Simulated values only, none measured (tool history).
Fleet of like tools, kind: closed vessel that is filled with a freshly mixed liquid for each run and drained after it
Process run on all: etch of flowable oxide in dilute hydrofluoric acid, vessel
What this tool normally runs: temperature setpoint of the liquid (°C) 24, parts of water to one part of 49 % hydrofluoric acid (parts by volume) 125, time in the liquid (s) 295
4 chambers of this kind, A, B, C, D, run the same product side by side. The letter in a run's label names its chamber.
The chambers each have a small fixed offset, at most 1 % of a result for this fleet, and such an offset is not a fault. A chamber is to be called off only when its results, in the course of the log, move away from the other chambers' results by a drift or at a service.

run	hour	temperature setpoint of the liquid (°C)	parts of water to one part of 49 % hydrofluoric acid (parts by volume)	time in the liquid (s)	hours since the thermometer was replaced	hours since the hydrofluoric acid flow meter was replaced	read-back film thickness of the flowable oxide reference wafer, read on the same gauge (nm)	thickness taken off the flowable oxide on a monitor wafer (angstrom)
1A	4.4	24	125	295	513.9	1190	80.014	541.92
2D	8.8	24	125	295	1160.7	139	80	535.58
3B	12.4	24	125	295	414.1	1545.7	80.008	546.18
4C	14.8	24	125	295	425.7	1632.1	80	545.25
5A	19.1	24	125	295	528.6	1204.7	80.016	545.15
6C	24	24	125	295	434.9	1641.3	79.993	544.41
7B	26.4	24	125	295	428.1	1559.7	80.012	542.62
8D	30.2	22	80	295	1182.1	160.4	80.006	798.71
9B	33.6	22	80	295	435.3	1566.9	80.011	836.21
10D	36.7	22	80	295	1188.6	166.9	79.99	812.01
11A	39.8	22	80	295	549.3	1225.4	80.004	822.31
12C	44	24	125	295	454.9	1661.3	79.993	542.08
13D	47.9	24	125	295	1199.8	178.1	80.014	537.83
14C	50.9	24	125	295	461.8	1668.2	80.005	540.76
15A	54.5	24	125	295	564	1240.1	80	541.05
16B	58.5	24	125	295	460.2	1591.8	79.999	553.8
17B	61	24	125	295	462.7	1594.3	79.988	538.25
18D	63.9	24	125	295	1215.8	194.1	80.013	536.25
19A	67.9	24	125	295	577.4	1253.5	79.996	536.2
20C	71.5	24	125	295	482.4	1688.8	79.99	542.09
21A	74.3	24	125	295	583.8	1259.9	79.978	542.41
22B	77.6	24	125	295	479.3	1610.9	79.996	551.17
23D	80	24	125	295	1231.9	210.2	79.994	536.25
24C	82.3	24	125	295	493.2	1699.6	79.981	539.66
25D	87.1	22	125	295	1239	217.3	80.007	497.96
26B	91.9	22	125	295	493.6	1625.2	80.005	511.44
27A	96.7	22	125	295	606.2	1282.3	80.002	498.22
28C	99.7	22	125	295	510.6	1717	79.993	497.61
29A	104.1	24	125	295	613.6	1289.7	79.999	540.67
30B	106.7	24	125	295	508.4	1640	80.017	549.47
31C	109.8	24	125	295	520.7	1727.1	79.999	545.08
32D	112.3	24	125	295	1264.2	242.5	79.999	540.77
33B	116.1	24	125	295	517.8	1649.4	80.012	544.14
34A	120.3	24	125	295	629.8	1305.9	80	542.32
35D	123.8	24	125	295	1275.7	254	79.987	535.48
36C	128.6	24	125	295	539.5	1745.9	80.01	540.69
37B	132.5	24	125	295	534.2	1665.8	80.011	543
38C	136.2	24	125	295	547.1	1753.5	79.994	533.13
39D	138.5	24	125	295	1290.4	268.7	79.997	541.97
40A	140.8	24	125	295	650.3	1326.4	80.018	535.6
41A	144	24	125	295	653.5	1329.6	80.012	537.23

Does one chamber stand apart from the rest, does the shared gauge drift, or is all well apart from small per-chamber offsets? Give the chamber and the most likely cause, where there is one.

Nothing is wrong: each chamber keeps only its own small, steady offset and the gauge holds still.

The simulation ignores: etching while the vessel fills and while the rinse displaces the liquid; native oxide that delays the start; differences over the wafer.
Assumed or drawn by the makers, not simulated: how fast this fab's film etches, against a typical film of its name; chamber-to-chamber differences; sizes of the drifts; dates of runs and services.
